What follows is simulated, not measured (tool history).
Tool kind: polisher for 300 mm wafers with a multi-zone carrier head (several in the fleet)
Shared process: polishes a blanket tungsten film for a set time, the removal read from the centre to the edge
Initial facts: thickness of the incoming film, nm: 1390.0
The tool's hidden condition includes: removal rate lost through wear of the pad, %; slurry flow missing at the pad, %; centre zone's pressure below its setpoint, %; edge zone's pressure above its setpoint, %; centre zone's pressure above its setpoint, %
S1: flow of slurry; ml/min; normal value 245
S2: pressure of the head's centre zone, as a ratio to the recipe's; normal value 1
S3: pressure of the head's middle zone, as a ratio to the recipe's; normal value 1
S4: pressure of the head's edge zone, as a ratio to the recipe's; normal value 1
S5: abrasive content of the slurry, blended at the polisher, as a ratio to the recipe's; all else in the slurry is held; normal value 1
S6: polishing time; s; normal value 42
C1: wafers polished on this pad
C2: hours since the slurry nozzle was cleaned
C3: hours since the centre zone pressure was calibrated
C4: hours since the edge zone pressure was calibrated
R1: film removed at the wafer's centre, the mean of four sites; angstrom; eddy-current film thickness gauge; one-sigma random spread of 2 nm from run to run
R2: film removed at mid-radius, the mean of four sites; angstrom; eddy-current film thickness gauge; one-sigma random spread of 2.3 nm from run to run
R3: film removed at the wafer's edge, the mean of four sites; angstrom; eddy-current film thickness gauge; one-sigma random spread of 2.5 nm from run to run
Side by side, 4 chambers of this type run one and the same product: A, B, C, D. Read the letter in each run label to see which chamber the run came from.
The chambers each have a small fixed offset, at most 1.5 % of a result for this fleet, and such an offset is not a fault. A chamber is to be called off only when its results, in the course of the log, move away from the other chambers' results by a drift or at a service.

{"hour": 1.7, "done": "chamber C: worn pad replaced by a new one"}
{"run": "1C", "hour": 6.4, "S1": 245, "S2": 1, "S3": 1, "S4": 1, "S5": 1, "S6": 42, "C1": 39, "C2": 126.6, "C3": 292.4, "C4": 441.7, "R1": 2385.9, "R2": 2380.1, "R3": 2386.5}
{"hour": 13.7, "done": "chamber B: edge zone pressure recalibrated"}
{"run": "2D", "hour": 14.8, "S1": 245, "S2": 1, "S3": 1, "S4": 1, "S5": 1, "S6": 42, "C1": 135, "C2": 49.9, "C3": 474.7, "C4": 42.7, "R1": 2387.7, "R2": 2360.5, "R3": 2404.2}
{"hour": 22.6, "done": "chamber B: worn pad replaced by a new one"}
{"run": "3B", "hour": 23.3, "S1": 245, "S2": 1, "S3": 1, "S4": 1, "S5": 1, "S6": 42, "C1": 6, "C2": 55.3, "C3": 198.6, "C4": 9.7, "R1": 2395.9, "R2": 2332.8, "R3": 2337.1}
{"run": "4A", "hour": 32.3, "S1": 245, "S2": 1, "S3": 1, "S4": 1, "S5": 1, "S6": 42, "C1": 625, "C2": 238.2, "C3": 165.9, "C4": 326.6, "R1": 2424, "R2": 2399, "R3": 2373.8}
{"run": "5C", "hour": 38.5, "S1": 245, "S2": 1, "S3": 1, "S4": 1, "S5": 1, "S6": 42, "C1": 303, "C2": 158.7, "C3": 324.5, "C4": 473.8, "R1": 2395, "R2": 2409.8, "R3": 2366}
{"run": "6B", "hour": 46.2, "S1": 245, "S2": 1, "S3": 1, "S4": 1, "S5": 1, "S6": 42, "C1": 195, "C2": 78.2, "C3": 221.5, "C4": 32.6, "R1": 2362.6, "R2": 2383.3, "R3": 2363.6}
{"hour": 46.8, "done": "chamber A: edge zone pressure recalibrated"}
{"run": "7D", "hour": 50.6, "S1": 245, "S2": 1, "S3": 1, "S4": 1, "S5": 1, "S6": 42, "C1": 430, "C2": 85.7, "C3": 510.5, "C4": 78.5, "R1": 2330, "R2": 2331.4, "R3": 2353.4}
{"hour": 52.4, "done": "chamber A: worn pad replaced by a new one"}
{"run": "8A", "hour": 59.1, "S1": 245, "S2": 1, "S3": 1, "S4": 1, "S5": 1, "S6": 42, "C1": 55, "C2": 265, "C3": 192.7, "C4": 12.3, "R1": 2377.4, "R2": 2407, "R3": 2403.1}
{"run": "9B", "hour": 64.7, "S1": 245, "S2": 1, "S3": 1, "S4": 1, "S5": 1, "S6": 42, "C1": 347, "C2": 96.7, "C3": 240, "C4": 51.1, "R1": 2369.5, "R2": 2351.2, "R3": 2352.1}
{"run": "10A", "hour": 73.9, "S1": 245, "S2": 1, "S3": 1, "S4": 1.07, "S5": 0.85, "S6": 42, "C1": 177, "C2": 279.8, "C3": 207.5, "C4": 27.1, "R1": 2235, "R2": 2321.4, "R3": 2397.6}
{"hour": 76.5, "done": "chamber D: worn pad replaced by a new one"}
{"run": "11C", "hour": 82.5, "S1": 245, "S2": 1, "S3": 1, "S4": 1.07, "S5": 0.85, "S6": 42, "C1": 666, "C2": 202.7, "C3": 368.5, "C4": 517.8, "R1": 2286.8, "R2": 2296.2, "R3": 2326.6}
{"run": "12D", "hour": 91.5, "S1": 245, "S2": 1, "S3": 1, "S4": 1.07, "S5": 0.85, "S6": 42, "C1": 123, "C2": 126.6, "C3": 551.4, "C4": 119.4, "R1": 2255.9, "R2": 2277.3, "R3": 2374.6}
{"hour": 93.3, "done": "chamber B: worn pad replaced by a new one"}
{"run": "13B", "hour": 100.1, "S1": 245, "S2": 1, "S3": 1, "S4": 1.07, "S5": 0.85, "S6": 42, "C1": 56, "C2": 132.1, "C3": 275.4, "C4": 86.5, "R1": 2299.4, "R2": 2263.4, "R3": 2401.6}
{"run": "14D", "hour": 104.7, "S1": 245, "S2": 1, "S3": 1, "S4": 0.93, "S5": 1, "S6": 42, "C1": 232, "C2": 139.8, "C3": 564.6, "C4": 132.6, "R1": 2333.9, "R2": 2338, "R3": 2294.1}
{"run": "15C", "hour": 109.5, "S1": 245, "S2": 1, "S3": 1, "S4": 0.93, "S5": 1, "S6": 42, "C1": 888, "C2": 229.7, "C3": 395.5, "C4": 544.8, "R1": 2385.8, "R2": 2390, "R3": 2283.2}
{"run": "16A", "hour": 114.7, "S1": 245, "S2": 1, "S3": 1, "S4": 0.93, "S5": 1, "S6": 42, "C1": 513, "C2": 320.6, "C3": 248.3, "C4": 67.9, "R1": 2268.3, "R2": 2441.2, "R3": 2360}
{"run": "17A", "hour": 124.1, "S1": 245, "S2": 1, "S3": 1, "S4": 0.93, "S5": 1, "S6": 42, "C1": 590, "C2": 330, "C3": 257.7, "C4": 77.3, "R1": 2282.6, "R2": 2414.9, "R3": 2316.9}
{"hour": 128.0, "done": "chamber C: worn pad replaced by a new one"}
{"hour": 130.1, "done": "chamber A: worn pad replaced by a new one"}
{"run": "18C", "hour": 132.9, "S1": 215, "S2": 1, "S3": 1, "S4": 1, "S5": 0.75, "S6": 42, "C1": 41, "C2": 253.1, "C3": 418.9, "C4": 568.2, "R1": 2155.9, "R2": 2193.7, "R3": 2200.9}
{"run": "19B", "hour": 139.8, "S1": 215, "S2": 1, "S3": 1, "S4": 1, "S5": 0.75, "S6": 42, "C1": 383, "C2": 171.8, "C3": 315.1, "C4": 126.2, "R1": 2168, "R2": 2163.8, "R3": 2163.8}
{"run": "20D", "hour": 147.6, "S1": 215, "S2": 1, "S3": 1, "S4": 1, "S5": 0.75, "S6": 42, "C1": 585, "C2": 182.7, "C3": 607.5, "C4": 175.5, "R1": 2134, "R2": 2204.8, "R3": 2182.4}
{"hour": 149.0, "done": "chamber D: worn pad replaced by a new one"}
{"run": "21A", "hour": 152.8, "S1": 215, "S2": 1, "S3": 1, "S4": 1, "S5": 0.75, "S6": 42, "C1": 187, "C2": 358.7, "C3": 286.4, "C4": 106, "R1": 2082, "R2": 2227.2, "R3": 2169.2}
{"hour": 160.1, "done": "chamber B: worn pad replaced by a new one"}
{"run": "22C", "hour": 161.0, "S1": 245, "S2": 1.11, "S3": 1.07, "S4": 1, "S5": 1, "S6": 42, "C1": 272, "C2": 281.2, "C3": 447, "C4": 596.3, "R1": 2618.6, "R2": 2520.5, "R3": 2362.7}
{"run": "23D", "hour": 167.0, "S1": 245, "S2": 1.11, "S3": 1.07, "S4": 1, "S5": 1, "S6": 42, "C1": 148, "C2": 202.1, "C3": 626.9, "C4": 194.9, "R1": 2619.4, "R2": 2497.5, "R3": 2334.5}
{"run": "24B", "hour": 174.9, "S1": 245, "S2": 1.11, "S3": 1.07, "S4": 1, "S5": 1, "S6": 42, "C1": 122, "C2": 206.9, "C3": 350.2, "C4": 161.3, "R1": 2662.1, "R2": 2482.5, "R3": 2348.1}
{"run": "25A", "hour": 183.6, "S1": 245, "S2": 1.11, "S3": 1.07, "S4": 1, "S5": 1, "S6": 42, "C1": 441, "C2": 389.5, "C3": 317.2, "C4": 136.8, "R1": 2464.8, "R2": 2561, "R3": 2395.1}
{"run": "26C", "hour": 191.2, "S1": 245, "S2": 1, "S3": 1, "S4": 1, "S5": 1, "S6": 42, "C1": 521, "C2": 311.4, "C3": 477.2, "C4": 626.5, "R1": 2373.2, "R2": 2400.8, "R3": 2345.3}
{"hour": 192.7, "done": "chamber B: slurry nozzle cleaned"}
{"run": "27B", "hour": 195.8, "S1": 245, "S2": 1, "S3": 1, "S4": 1, "S5": 1, "S6": 42, "C1": 294, "C2": 3.2, "C3": 371.1, "C4": 182.2, "R1": 2365.5, "R2": 2355.6, "R3": 2414.1}
{"run": "28D", "hour": 202.3, "S1": 245, "S2": 1, "S3": 1, "S4": 1, "S5": 1, "S6": 42, "C1": 439, "C2": 237.4, "C3": 662.2, "C4": 230.2, "R1": 2327.6, "R2": 2388.9, "R3": 2391.6}

Has any chamber moved away from the others, gradually or after a service, or does the common gauge drift, or do the chambers differ only by their own small steady offsets? State the chamber and the most likely cause if one applies.

One chamber, A, drifts off from the rest bit by bit.
Cause: centre zone's pressure below its setpoint, % = 7.8.

Here are 4 candidates for chamber A's next run, each the usual settings with a change, their results left as question marks. Which one brings its results back in line with what the others give on the usual settings?
In-line tolerance around the mean of the other chambers on the usual settings: R1 71 angstrom; R2 79 angstrom; R3 89 angstrom
{"run": "29A-1", "hour": 209.3, "S1": 250, "S2": 1.07, "S3": 0.98, "S4": 0.98, "S5": 1, "S6": 42, "R1": "?", "R2": "?", "R3": "?"}
{"run": "29A-2", "hour": 209.3, "S1": 245, "S2": 0.98, "S3": 1.01, "S4": 1.01, "S5": 1, "S6": 42, "R1": "?", "R2": "?", "R3": "?"}
{"run": "29A-3", "hour": 209.3, "S1": 245, "S2": 1.02, "S3": 0.99, "S4": 0.99, "S5": 1, "S6": 42, "R1": "?", "R2": "?", "R3": "?"}
{"run": "29A-4", "hour": 209.3, "S1": 240, "S2": 0.93, "S3": 1.02, "S4": 1.02, "S5": 1, "S6": 42, "R1": "?", "R2": "?", "R3": "?"}

The other chambers' mean on the usual settings: R1 2360.2 angstrom; R2 2361.6 angstrom; R3 2366.6 angstrom
run=29A-1 R1=2357 R2=2347.5 R3=2362.4
run=29A-2 R1=2132.8 R2=2407.9 R3=2394.8
run=29A-3 R1=2229.6 R2=2364.2 R3=2370.4
run=29A-4 R1=2006 R2=2424.1 R3=2402.5
It is 29A-1 that realigns the chamber with its peers.
